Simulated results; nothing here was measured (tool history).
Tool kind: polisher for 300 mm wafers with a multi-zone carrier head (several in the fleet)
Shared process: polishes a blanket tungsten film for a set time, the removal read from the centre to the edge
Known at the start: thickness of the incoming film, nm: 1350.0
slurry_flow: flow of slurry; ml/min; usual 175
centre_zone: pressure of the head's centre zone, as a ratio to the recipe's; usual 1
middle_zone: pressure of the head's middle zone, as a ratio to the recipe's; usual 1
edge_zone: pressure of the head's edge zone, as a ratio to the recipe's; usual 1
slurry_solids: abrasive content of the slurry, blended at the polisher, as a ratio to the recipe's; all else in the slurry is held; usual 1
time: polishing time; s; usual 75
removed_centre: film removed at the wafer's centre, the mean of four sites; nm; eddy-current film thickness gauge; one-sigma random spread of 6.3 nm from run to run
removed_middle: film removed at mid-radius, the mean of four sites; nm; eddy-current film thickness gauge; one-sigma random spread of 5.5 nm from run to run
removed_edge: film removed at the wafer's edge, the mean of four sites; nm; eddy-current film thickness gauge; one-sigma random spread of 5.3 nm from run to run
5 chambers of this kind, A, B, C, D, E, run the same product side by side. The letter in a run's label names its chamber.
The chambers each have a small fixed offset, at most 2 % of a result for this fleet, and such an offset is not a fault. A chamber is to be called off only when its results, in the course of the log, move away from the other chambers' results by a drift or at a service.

run	day	slurry_flow	centre_zone	middle_zone	edge_zone	slurry_solids	time	wafers polished on this pad	hours since the slurry nozzle was cleaned	hours since the centre zone pressure was calibrated	hours since the edge zone pressure was calibrated	removed_centre	removed_middle	removed_edge
1D	0.292	175	1	1	1	1	75	136	317.7	336	164.6	439.26	440.83	448.14
# day 0.5: chamber B: edge zone pressure recalibrated
# day 0.717: chamber B: slurry nozzle cleaned
2B	0.771	175	1	1	1	1	75	1036	1.4	224.3	6.6	436.01	430.27	437.71
# day 0.908: chamber A: worn pad replaced by a new one
3C	1.054	175	1	1	1	1	75	824	112.2	31.6	717.1	432.43	449.86	444.14
4A	1.329	175	1	1	1	1	75	61	84.5	265.3	68.7	439.45	441.78	455.01
# day 1.45: chamber B: worn pad replaced by a new one
5E	1.583	175	1	1	1	1	75	1333	299.9	674.4	515.1	437.52	446.25	447.02
6D	1.971	175	1	1	1	1	75	382	358	376.3	204.9	446.75	442.61	449.62
# day 2.183: chamber E: slurry nozzle cleaned
7E	2.346	175	1	1	1	1	75	1445	4	692.7	533.4	446.54	447.08	449.33
# day 2.517: chamber E: worn pad replaced by a new one
8C	2.762	175	1	1	0.9	1	75	1075	153.2	72.6	758.1	438.87	434.77	429.64
9A	3.017	175	1	1	0.9	1	75	309	125	305.8	109.2	434.7	443.11	426.15
# day 3.146: chamber C: edge zone pressure recalibrated
10B	3.512	175	1	1	0.9	1	75	302	67.2	290.1	72.4	430.34	440.26	416.06
11A	3.896	175	1	1	0.9	1	75	437	146.1	326.9	130.3	441.24	436.74	429.84
# day 4.012: chamber D: centre zone pressure recalibrated
12C	4.279	175	1	1	0.9	1	75	1297	189.6	109	27.2	452.29	438.68	429.28
# day 4.638: chamber C: worn pad replaced by a new one
13E	4.775	175	1	1	1	1	75	331	62.3	751	591.7	451.85	456.1	439.8
14D	5.083	175	1	1	1	1	75	838	432.7	25.8	279.6	450.31	447.51	444.61
15B	5.421	175	1	1	1	1	75	582	113	335.9	118.2	443.19	440	447.87
16D	5.642	175	1	1	1	1	75	920	446.1	39.2	293	452.41	459.46	436.47
# day 5.796: chamber D: worn pad replaced by a new one
# day 5.883: chamber D: slurry nozzle cleaned
17E	5.967	175	1	1	1	1	75	505	90.9	779.6	620.3	442.71	453.33	441.33
18C	6.4	200	1	1	1	0.75	75	258	240.5	159.9	78.1	430.73	419.03	417.99
19A	6.667	200	1	1	1	0.75	75	844	212.6	393.4	196.8	420.08	429.93	419.86
# day 6.9: chamber A: worn pad replaced by a new one
20B	6.921	200	1	1	1	0.75	75	802	149	371.9	154.2	424.36	413.89	423.98
21C	7.171	200	1	1	1	0.75	75	371	259	178.4	96.6	429.52	424.02	413.24
22B	7.621	200	1	1	1	0.75	75	904	165.8	388.7	171	421.77	416.79	422.74
23A	8.096	175	1	1	1	1	75	175	246.9	427.7	231.1	430.05	451.81	438.78
24E	8.554	175	1	1	1	0.8	75	885	153	841.7	682.4	420.64	429.45	429.33
# day 8.571: chamber B: centre zone pressure recalibrated
# day 8.662: chamber B: worn pad replaced by a new one
25D	8.825	175	1	1	1	0.8	75	444	70.6	115.6	369.4	424.06	428.25	421.78
26E	9.067	175	1	1	1	0.8	75	960	165.3	854	694.7	416.97	434	417.05
27B	9.492	175	1	1	1	0.8	75	122	210.7	22.2	215.9	415.82	417.94	417.18
28C	9.875	175	1	1	1	0.8	75	767	323.9	243.3	161.5	423.91	417.09	419.42
29A	10.346	175	1	1	1	1	75	505	300.9	481.7	285.1	439.48	449.65	446.68
30D	10.683	175	1	1	1	1	75	716	115.2	160.2	414	454.12	447.28	440.57
31A	11.046	175	1	1.11	1	1	75	607	317.7	498.5	301.9	435.85	489.55	449.9
# day 11.192: chamber D: worn pad replaced by a new one
32B	11.308	175	1	1.11	1	1	75	388	254.3	65.8	259.5	446.41	480.92	440.15
# day 11.362: chamber B: slurry nozzle cleaned
33C	11.571	175	1	1.11	1	1	75	1016	364.6	284	202.2	445.73	502.3	444.2
34E	12.054	175	1	1.11	1	1	75	1398	237	925.7	766.4	450.07	503.26	443.51
# day 12.233: chamber C: worn pad replaced by a new one
35D	12.492	175	1	1.11	1	1	75	190	158.6	203.6	457.4	445.93	504.01	433.9
36C	12.75	175	1	1	1	1	75	75	392.9	312.3	230.5	443.14	436.21	430.18
# day 12.967: chamber E: worn pad replaced by a new one
37E	13.1	175	1	1.06	1	1.2	75	19	262.1	950.8	791.5	466.9	497.49	475.95
# day 13.221: chamber A: worn pad replaced by a new one
38B	13.521	175	1	1.06	1	1.2	75	712	51.9	118.9	312.6	464.07	492.92	458.42
39A	13.754	175	1	1.06	1	1.2	75	78	382.7	563.5	366.9	462.58	483.61	467.44
40D	13.971	175	1	1.06	1	1.2	75	407	194.1	239.1	492.9	461.27	496.6	459.09
# day 14.192: chamber C: centre zone pressure recalibrated
41A	14.4	175	1	1.06	1	1.2	75	172	398.2	579	382.4	460.17	479.34	462.76
42C	14.783	175	1	1	1	1	75	373	441.7	14.3	279.3	445.63	445.04	441.39
43E	15.008	175	1	1	1	1	75	299	307.9	996.6	837.3	450.14	438.34	441.7

All 5 chambers run these settings next. Forecast each chamber's results:
44A	15.367	175	1	1	1	1	75					?	?	?
44B	15.367	175	1	1	1	1	75					?	?	?
44C	15.367	175	1	1	1	1	75					?	?	?
44D	15.367	175	1	1	1	1	75					?	?	?
44E	15.367	175	1	1	1	1	75					?	?	?

run	removed_centre	removed_middle	removed_edge
44A	441	447.23	450.59
44B	439.34	441.49	445.21
44C	445.15	441.51	443.55
44D	442.27	443.32	442.04
44E	450.93	449.22	443.7

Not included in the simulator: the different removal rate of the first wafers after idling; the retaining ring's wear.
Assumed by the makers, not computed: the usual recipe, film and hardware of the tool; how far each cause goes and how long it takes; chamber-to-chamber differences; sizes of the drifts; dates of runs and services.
